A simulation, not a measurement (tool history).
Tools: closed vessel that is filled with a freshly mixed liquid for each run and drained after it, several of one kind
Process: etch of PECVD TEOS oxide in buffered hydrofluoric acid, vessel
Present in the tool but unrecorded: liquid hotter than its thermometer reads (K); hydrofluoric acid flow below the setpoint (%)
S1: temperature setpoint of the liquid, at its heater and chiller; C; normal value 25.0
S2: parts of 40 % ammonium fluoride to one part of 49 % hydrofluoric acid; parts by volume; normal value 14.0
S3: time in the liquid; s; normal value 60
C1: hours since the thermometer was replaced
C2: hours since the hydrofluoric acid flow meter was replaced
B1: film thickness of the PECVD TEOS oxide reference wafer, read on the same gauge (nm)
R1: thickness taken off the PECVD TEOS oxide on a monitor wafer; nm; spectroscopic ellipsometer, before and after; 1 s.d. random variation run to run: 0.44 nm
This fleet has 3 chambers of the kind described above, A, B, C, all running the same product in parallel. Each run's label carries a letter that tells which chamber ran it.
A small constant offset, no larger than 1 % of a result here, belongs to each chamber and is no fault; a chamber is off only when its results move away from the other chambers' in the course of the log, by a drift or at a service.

run     day    S1    S2  S3      C1      C2      B1      R1
 1B   0.458  25.0  14.0  60   650.4   825.4  139.93  57.294
 2C   0.912  25.0  14.0  60   264.1   311.4  140.05  57.254
 3A   1.142  25.0  14.0  60  1057.1  1614.1  140.00  57.706
 4C   1.383  25.0  14.0  60   275.4   322.7  140.00  58.244
 5B   1.738  25.0  14.0  60   681.1   856.1  140.03  57.491
 6A   1.979  25.0  14.0  60  1077.2  1634.2  140.04  57.212
 7B   2.412  22.5  11.5  60   697.3   872.3  140.03  60.118
 8A   2.921  22.5  11.5  60  1099.8  1656.8  139.97  60.776
 9C   3.250  22.5  11.5  60   320.2   367.5  140.03  61.396
10A   3.754  25.0  19.0  85  1119.8  1676.8  140.00  60.522
11C   4.200  25.0  19.0  85   343.0   390.3  140.02  60.937
12B   4.604  25.0  19.0  85   749.9   924.9  139.95  60.697
13C   4.925  25.0  14.0  60   360.4   407.7  140.00  56.559
14A   5.162  25.0  14.0  60  1153.6  1710.6  139.99  58.937
15B   5.392  25.0  14.0  60   768.8   943.8  139.97  56.919
16C   5.817  25.0  14.0  60   381.8   429.1  139.98  57.150
17B   6.308  25.0  14.0  60   790.8   965.8  139.96  57.031
18A   6.792  23.0  14.0  60  1192.7  1749.7  139.98  52.206
19A   7.133  23.0  14.0  60  1200.9  1757.9  140.02  52.773
20C   7.483  23.0  14.0  60   421.8   469.1  139.97  51.618
21B   7.758  26.5  14.0  85   825.6  1000.6  140.06  86.640
22C   8.217  26.5  14.0  85   439.4   486.7  139.97  87.845
23B   8.696  26.5  14.0  85   848.1  1023.1  140.03  88.717
24A   8.979  25.0  14.0  60  1245.2  1802.2  139.99  60.231
25C   9.442  25.0  19.5  60   468.8   516.1  139.98  41.495
26B   9.692  25.0  19.5  60   872.0  1047.0  140.02  41.171
27A   9.967  25.0  19.5  60  1268.9  1825.9  140.05  43.714
28A  10.317  28.0  14.0  60  1277.3  1834.3  140.02  69.762
29B  10.600  28.0  14.0  60   893.8  1068.8  140.00  67.018
30C  10.938  28.0  14.0  60   504.7   552.0  140.01  67.131
31C  11.262  25.0  14.0  60   512.5   559.8  140.00  57.073
32A  11.675  25.0  14.0  60  1309.9  1866.9  140.01  60.917
33B  12.175  25.0  14.0  60   931.6  1106.6  139.99  57.297
34C  12.604  25.0  14.0  60   544.7   592.0  139.96  57.513
35A  13.033  25.0  14.0  60  1342.5  1899.5  140.00  60.747
36B  13.404  25.0  14.0  60   961.1  1136.1  139.98  58.033
37B  13.792  25.0  14.0  60   970.4  1145.4  139.97  57.084
38C  14.154  25.0  14.0  60   581.9   629.2  139.97  56.819
39A  14.658  25.0  14.0  60  1381.5  1938.5  140.04  61.063
40B  15.162  25.0  14.0  60  1003.3  1178.3  140.03  57.173
41A  15.496  25.0  14.0  60  1401.6  1958.6  139.99  61.844

Has any chamber moved away from the others, gradually or after a service, or does the common gauge drift, or do the chambers differ only by their own small steady offsets? State the chamber and the most likely cause if one applies.

It is chamber A that slowly wanders off from its peers.
Likeliest cause: liquid hotter than its thermometer reads (K) = 1.29.
The log may not separate it from: hydrofluoric acid flow above the setpoint (%).

Here are 4 candidates for chamber A's next run, each the usual settings with a change, their results left as question marks. Which one brings its results back in line with what the others give on the usual settings?
Maximum distance from the other chambers' mean on the usual settings for a result to count as in line: R1 1.500 nm
42A-1  15.867  25.0  12.0  60               ?
42A-2  15.867  25.0  14.0  65               ?
42A-3  15.867  23.5  14.0  60               ?
42A-4  15.867  24.0  15.5  60               ?

Other chambers, usual settings, mean: R1 57.202 nm
  run      R1
42A-1  71.502
42A-2  66.646
42A-3  56.697
42A-4  52.729
42A-3 puts the chamber back in line with the other chambers.
